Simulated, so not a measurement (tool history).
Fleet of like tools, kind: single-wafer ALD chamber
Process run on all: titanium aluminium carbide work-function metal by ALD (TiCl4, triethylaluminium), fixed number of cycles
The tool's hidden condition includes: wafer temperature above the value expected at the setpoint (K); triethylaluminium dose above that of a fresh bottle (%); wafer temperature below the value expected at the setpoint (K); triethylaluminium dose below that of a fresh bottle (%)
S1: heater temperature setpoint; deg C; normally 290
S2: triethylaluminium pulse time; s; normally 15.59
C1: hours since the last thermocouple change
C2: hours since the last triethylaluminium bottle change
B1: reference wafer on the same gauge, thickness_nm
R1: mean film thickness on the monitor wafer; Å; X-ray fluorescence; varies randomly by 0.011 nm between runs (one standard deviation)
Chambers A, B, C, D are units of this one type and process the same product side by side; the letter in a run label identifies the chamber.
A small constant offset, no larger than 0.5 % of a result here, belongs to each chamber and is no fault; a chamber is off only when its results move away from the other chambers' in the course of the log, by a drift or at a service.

run	day	S1	S2	C1	C2	B1	R1
1D	0.329	290	15.59	975.6	22.2	2.2324	19.754
2B	0.629	290	15.59	669.6	750.2	2.2297	19.676
3A	1.067	290	15.59	739.8	325.4	2.2262	19.956
4C	1.446	290	15.59	527.6	977.3	2.2295	19.729
5C	1.717	290	15.59	534.1	983.8	2.233	19.544
6B	2.058	290	15.59	703.9	784.5	2.2303	19.487
# day 2.262: chamber C: triethylaluminium bottle replaced
7D	2.471	290	15.59	1027	73.6	2.2331	19.85
8A	2.767	290	13.27	780.6	366.2	2.2316	19.734
9C	2.988	290	13.27	564.6	17.5	2.23	19.455
10B	3.362	290	13.27	735.2	815.8	2.2282	19.465
11D	3.812	290	13.27	1059.2	105.8	2.2319	19.661
12A	4.238	290	15.59	815.9	401.5	2.2329	19.691
13C	4.479	290	15.59	600.4	53.3	2.2297	19.703
14B	4.85	290	15.59	770.9	851.5	2.2269	19.799
15A	5.1	290	15.59	836.6	422.2	2.231	19.869
16D	5.325	290	15.59	1095.5	142.1	2.2332	19.622
17B	5.625	290	15.59	789.5	870.1	2.2318	19.567
18C	6.062	290	15.59	638.4	91.3	2.2308	19.631
19D	6.517	290	15.59	1124.1	170.7	2.2316	19.809
20A	6.758	290	15.59	876.4	462	2.2336	19.829
21B	7.175	290	15.59	826.7	907.3	2.2319	19.648
22A	7.462	290	15.59	893.3	478.9	2.2316	19.829
23D	7.933	290	15.59	1158.1	204.7	2.2302	19.714
24C	8.175	290	15.59	689.1	142	2.2316	19.725
25C	8.579	290	15.59	698.8	151.7	2.2293	19.679
26A	8.817	290	15.59	925.8	511.4	2.2323	19.745
27B	9.283	290	15.59	877.3	957.9	2.2299	19.535
28D	9.642	290	15.59	1199.1	245.7	2.2326	19.786
29C	9.967	290	15.59	732.1	185	2.2285	19.778
30B	10.308	290	15.59	901.9	982.5	2.2281	19.557
31D	10.754	290	15.59	1225.8	272.4	2.23	19.635
32A	11.192	290	15.59	982.8	568.4	2.2306	19.734
33C	11.579	277	15.59	770.8	223.7	2.2292	18.481
34A	11.967	277	15.59	1001.4	587	2.2317	18.605
35B	12.379	277	15.59	951.6	1032.2	2.2307	18.388
36D	12.808	277	15.59	1275.1	321.7	2.2318	18.606
37A	13.267	299	18.46	1032.6	618.2	2.228	20.803
38D	13.596	299	18.46	1294	340.6	2.2309	20.575
39C	13.958	299	18.46	827.9	280.8	2.2304	20.318
40B	14.375	299	18.46	999.5	1080.1	2.231	20.287
41D	14.717	290	15.59	1320.9	367.5	2.2298	19.488

Read the log: is a single chamber off, either drifting away or since a service, is the gauge that measures every chamber drifting, or is nothing wrong beyond small per-chamber offsets? Name any odd chamber and what most likely caused it.

Beyond each chamber's small constant offset nothing stands out, and the gauge stays steady.
